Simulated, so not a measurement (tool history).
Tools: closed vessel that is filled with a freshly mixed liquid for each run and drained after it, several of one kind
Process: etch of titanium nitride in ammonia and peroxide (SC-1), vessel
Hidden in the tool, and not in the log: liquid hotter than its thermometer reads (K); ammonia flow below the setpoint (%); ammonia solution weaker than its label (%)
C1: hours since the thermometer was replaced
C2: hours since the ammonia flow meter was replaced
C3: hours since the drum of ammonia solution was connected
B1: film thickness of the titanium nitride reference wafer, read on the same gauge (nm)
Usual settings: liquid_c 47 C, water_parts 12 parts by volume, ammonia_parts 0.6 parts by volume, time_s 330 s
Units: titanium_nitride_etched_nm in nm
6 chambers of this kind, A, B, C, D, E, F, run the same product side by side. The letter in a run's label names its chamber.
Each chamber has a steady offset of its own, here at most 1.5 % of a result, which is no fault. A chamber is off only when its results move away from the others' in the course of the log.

-- hour=7.1 chamber F: new drum of ammonia solution connected
run 1D hour=7.8 | liquid_c=47 water_parts=12 ammonia_parts=0.6 time_s=330 | C1=945.4 C2=39.5 C3=459.9 | B1=29.989 | titanium_nitride_etched_nm=19.929
run 2F hour=21.8 | liquid_c=47 water_parts=12 ammonia_parts=0.6 time_s=330 | C1=1901.9 C2=1159.8 C3=14.8 | B1=30.000 | titanium_nitride_etched_nm=20.126
run 3E hour=32.8 | liquid_c=47 water_parts=12 ammonia_parts=0.6 time_s=330 | C1=1291.6 C2=507.7 C3=177.6 | B1=30.005 | titanium_nitride_etched_nm=19.692
run 4A hour=45.5 | liquid_c=47 water_parts=12 ammonia_parts=0.6 time_s=330 | C1=83.9 C2=528.0 C3=554.9 | B1=29.984 | titanium_nitride_etched_nm=19.607
run 5B hour=57.7 | liquid_c=47 water_parts=12 ammonia_parts=0.6 time_s=330 | C1=1620.6 C2=153.0 C3=75.3 | B1=29.999 | titanium_nitride_etched_nm=19.569
-- hour=66.7 chamber A: new drum of ammonia solution connected
-- hour=71.4 chamber C: ammonia flow meter replaced
run 6C hour=72.0 | liquid_c=47 water_parts=12 ammonia_parts=0.6 time_s=330 | C1=850.9 C2=0.6 C3=176.5 | B1=29.969 | titanium_nitride_etched_nm=20.202
run 7D hour=84.1 | liquid_c=47 water_parts=12 ammonia_parts=0.6 time_s=330 | C1=1021.7 C2=115.8 C3=536.2 | B1=30.009 | titanium_nitride_etched_nm=19.943
run 8E hour=98.9 | liquid_c=47 water_parts=12 ammonia_parts=0.6 time_s=330 | C1=1357.7 C2=573.8 C3=243.7 | B1=30.003 | titanium_nitride_etched_nm=19.710
-- hour=102.7 chamber E: new drum of ammonia solution connected
run 9B hour=112.0 | liquid_c=47 water_parts=12 ammonia_parts=0.6 time_s=330 | C1=1674.9 C2=207.3 C3=129.6 | B1=30.009 | titanium_nitride_etched_nm=19.726
-- hour=118.9 chamber A: ammonia flow meter replaced
run 10A hour=121.3 | liquid_c=47 water_parts=12 ammonia_parts=0.6 time_s=330 | C1=159.7 C2=2.5 C3=54.6 | B1=29.986 | titanium_nitride_etched_nm=19.659
-- hour=122.4 chamber E: ammonia flow meter replaced
run 11F hour=133.5 | liquid_c=47 water_parts=12 ammonia_parts=0.6 time_s=330 | C1=2013.6 C2=1271.5 C3=126.5 | B1=29.978 | titanium_nitride_etched_nm=19.698
run 12C hour=145.8 | liquid_c=47 water_parts=12 ammonia_parts=0.6 time_s=330 | C1=924.7 C2=74.4 C3=250.3 | B1=29.991 | titanium_nitride_etched_nm=20.126
run 13D hour=155.6 | liquid_c=47 water_parts=12 ammonia_parts=0.6 time_s=330 | C1=1093.2 C2=187.3 C3=607.7 | B1=30.001 | titanium_nitride_etched_nm=19.904
run 14F hour=167.7 | liquid_c=47 water_parts=12 ammonia_parts=0.7 time_s=240 | C1=2047.8 C2=1305.7 C3=160.7 | B1=29.987 | titanium_nitride_etched_nm=14.918
run 15E hour=175.4 | liquid_c=47 water_parts=12 ammonia_parts=0.7 time_s=240 | C1=1434.2 C2=53.0 C3=72.8 | B1=30.005 | titanium_nitride_etched_nm=15.007
run 16A hour=189.5 | liquid_c=47 water_parts=12 ammonia_parts=0.7 time_s=240 | C1=227.9 C2=70.7 C3=122.8 | B1=30.014 | titanium_nitride_etched_nm=14.880
-- hour=195.4 chamber F: thermometer replaced
run 17B hour=196.9 | liquid_c=47 water_parts=12 ammonia_parts=0.7 time_s=240 | C1=1759.8 C2=292.2 C3=214.5 | B1=30.014 | titanium_nitride_etched_nm=15.395
run 18C hour=211.9 | liquid_c=47 water_parts=12 ammonia_parts=0.7 time_s=240 | C1=990.8 C2=140.5 C3=316.4 | B1=29.993 | titanium_nitride_etched_nm=14.724
run 19A hour=221.0 | liquid_c=47 water_parts=12 ammonia_parts=0.7 time_s=240 | C1=259.4 C2=102.2 C3=154.3 | B1=29.991 | titanium_nitride_etched_nm=14.733
run 20B hour=232.9 | liquid_c=47 water_parts=12 ammonia_parts=0.6 time_s=330 | C1=1795.8 C2=328.2 C3=250.5 | B1=30.001 | titanium_nitride_etched_nm=20.861
run 21C hour=242.2 | liquid_c=47 water_parts=12 ammonia_parts=0.6 time_s=330 | C1=1021.1 C2=170.8 C3=346.7 | B1=29.987 | titanium_nitride_etched_nm=19.745
run 22F hour=256.1 | liquid_c=47 water_parts=12 ammonia_parts=0.6 time_s=330 | C1=60.8 C2=1394.1 C3=249.1 | B1=29.983 | titanium_nitride_etched_nm=20.030
run 23E hour=263.7 | liquid_c=47 water_parts=12 ammonia_parts=0.6 time_s=330 | C1=1522.5 C2=141.3 C3=161.1 | B1=29.995 | titanium_nitride_etched_nm=19.604
run 24D hour=279.4 | liquid_c=47 water_parts=12 ammonia_parts=0.6 time_s=330 | C1=1217.0 C2=311.1 C3=731.5 | B1=30.015 | titanium_nitride_etched_nm=19.579
run 25C hour=289.9 | liquid_c=47 water_parts=12 ammonia_parts=0.6 time_s=330 | C1=1068.8 C2=218.5 C3=394.4 | B1=29.972 | titanium_nitride_etched_nm=19.957
run 26D hour=299.4 | liquid_c=47 water_parts=12 ammonia_parts=0.6 time_s=330 | C1=1237.0 C2=331.1 C3=751.5 | B1=29.986 | titanium_nitride_etched_nm=19.899
run 27A hour=308.7 | liquid_c=47 water_parts=12 ammonia_parts=0.6 time_s=330 | C1=347.1 C2=189.9 C3=242.0 | B1=29.993 | titanium_nitride_etched_nm=19.765
run 28E hour=318.2 | liquid_c=47 water_parts=12 ammonia_parts=0.6 time_s=330 | C1=1577.0 C2=195.8 C3=215.6 | B1=30.002 | titanium_nitride_etched_nm=20.075
-- hour=328.7 chamber F: new drum of ammonia solution connected
run 29F hour=330.7 | liquid_c=47 water_parts=6 ammonia_parts=0.6 time_s=330 | C1=135.4 C2=1468.7 C3=2.0 | B1=30.019 | titanium_nitride_etched_nm=28.446
-- hour=336.9 chamber E: new drum of ammonia solution connected
run 30B hour=341.1 | liquid_c=47 water_parts=6 ammonia_parts=0.6 time_s=330 | C1=1904.0 C2=436.4 C3=358.7 | B1=29.983 | titanium_nitride_etched_nm=30.551
run 31A hour=354.3 | liquid_c=47 water_parts=6 ammonia_parts=0.6 time_s=330 | C1=392.7 C2=235.5 C3=287.6 | B1=30.002 | titanium_nitride_etched_nm=27.537
run 32B hour=368.2 | liquid_c=47 water_parts=6 ammonia_parts=0.6 time_s=330 | C1=1931.1 C2=463.5 C3=385.8 | B1=30.006 | titanium_nitride_etched_nm=31.324
run 33D hour=376.1 | liquid_c=47 water_parts=6 ammonia_parts=0.6 time_s=330 | C1=1313.7 C2=407.8 C3=828.2 | B1=30.010 | titanium_nitride_etched_nm=27.656
run 34F hour=383.7 | liquid_c=47 water_parts=6 ammonia_parts=0.6 time_s=330 | C1=188.4 C2=1521.7 C3=55.0 | B1=30.009 | titanium_nitride_etched_nm=28.054
run 35C hour=396.3 | liquid_c=47 water_parts=12 ammonia_parts=0.6 time_s=330 | C1=1175.2 C2=324.9 C3=500.8 | B1=29.997 | titanium_nitride_etched_nm=19.688
run 36E hour=404.1 | liquid_c=47 water_parts=12 ammonia_parts=0.6 time_s=330 | C1=1662.9 C2=281.7 C3=67.3 | B1=29.980 | titanium_nitride_etched_nm=20.214

All 6 chambers run these settings next. Forecast each chamber's results:
run 37A hour=415.4 | liquid_c=47 water_parts=12 ammonia_parts=0.6 time_s=425 | titanium_nitride_etched_nm=?
run 37B hour=415.4 | liquid_c=47 water_parts=12 ammonia_parts=0.6 time_s=425 | titanium_nitride_etched_nm=?
run 37C hour=415.4 | liquid_c=47 water_parts=12 ammonia_parts=0.6 time_s=425 | titanium_nitride_etched_nm=?
run 37D hour=415.4 | liquid_c=47 water_parts=12 ammonia_parts=0.6 time_s=425 | titanium_nitride_etched_nm=?
run 37E hour=415.4 | liquid_c=47 water_parts=12 ammonia_parts=0.6 time_s=425 | titanium_nitride_etched_nm=?
run 37F hour=415.4 | liquid_c=47 water_parts=12 ammonia_parts=0.6 time_s=425 | titanium_nitride_etched_nm=?

run=37A titanium_nitride_etched_nm=25.313
run=37B titanium_nitride_etched_nm=28.683
run=37C titanium_nitride_etched_nm=25.874
run=37D titanium_nitride_etched_nm=25.599
run=37E titanium_nitride_etched_nm=25.579
run=37F titanium_nitride_etched_nm=26.040

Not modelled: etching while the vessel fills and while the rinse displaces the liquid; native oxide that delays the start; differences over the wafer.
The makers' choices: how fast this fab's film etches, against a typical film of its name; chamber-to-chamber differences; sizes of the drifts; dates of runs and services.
